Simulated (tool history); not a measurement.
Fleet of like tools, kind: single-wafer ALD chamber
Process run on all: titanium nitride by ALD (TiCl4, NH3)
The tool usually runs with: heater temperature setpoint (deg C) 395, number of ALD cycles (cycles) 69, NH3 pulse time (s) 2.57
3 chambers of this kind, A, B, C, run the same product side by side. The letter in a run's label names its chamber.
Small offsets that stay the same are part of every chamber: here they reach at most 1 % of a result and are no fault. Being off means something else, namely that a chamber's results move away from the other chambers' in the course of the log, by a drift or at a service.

run,day,heater temperature setpoint (deg C),number of ALD cycles (cycles),NH3 pulse time (s),hours since the last thermocouple change,"read-back reference wafer on the same gauge, thickness_nm",mean film thickness on the monitor wafer (angstrom)
1B,0.138,395,69,2.57,1980.5,1.5703,15.305
2C,0.238,395,69,2.57,84.8,1.5705,15.165
3A,0.362,395,69,2.57,846.9,1.5707,15.254
4C,0.475,395,69,2.57,90.5,1.5707,15.231
5B,0.612,395,69,2.57,1991.9,1.5714,15.347
6A,0.796,395,69,2.57,857.3,1.5727,15.280
7C,1.012,395,69,2.57,103.4,1.5728,15.235
8B,1.212,395,69,2.57,2006.3,1.5732,15.389
9A,1.333,395,69,2.57,870.2,1.5737,15.291
10A,1.471,395,82,2.96,873.5,1.5750,18.236
11B,1.592,395,82,2.96,2015.4,1.5741,18.401
12C,1.729,395,82,2.96,120.6,1.5749,18.251
13B,1.883,395,69,2.57,2022.4,1.5752,15.406
14A,2.071,395,69,2.57,887.9,1.5767,15.271
15C,2.225,395,69,2.57,132.5,1.5763,15.283
16A,2.346,395,69,2.57,894.5,1.5769,15.266
17B,2.496,395,69,2.57,2037.1,1.5774,15.421
18C,2.692,395,69,2.57,143.7,1.5781,15.281
19C,2.825,395,69,2.57,146.9,1.5780,15.284
20A,3.046,395,77,2.57,911.3,1.5793,17.093
21B,3.192,395,77,2.57,2053.8,1.5791,17.235
22A,3.388,395,77,2.57,919.5,1.5791,17.101

Has any chamber moved away from the others, gradually or after a service, or does the common gauge drift, or do the chambers differ only by their own small steady offsets? State the chamber and the most likely cause if one applies.

It is the gauge, not a chamber: its drift shows up in every chamber's results at once, and no chamber is off.
Most likely cause: gauge reads high (%) = 0.646.
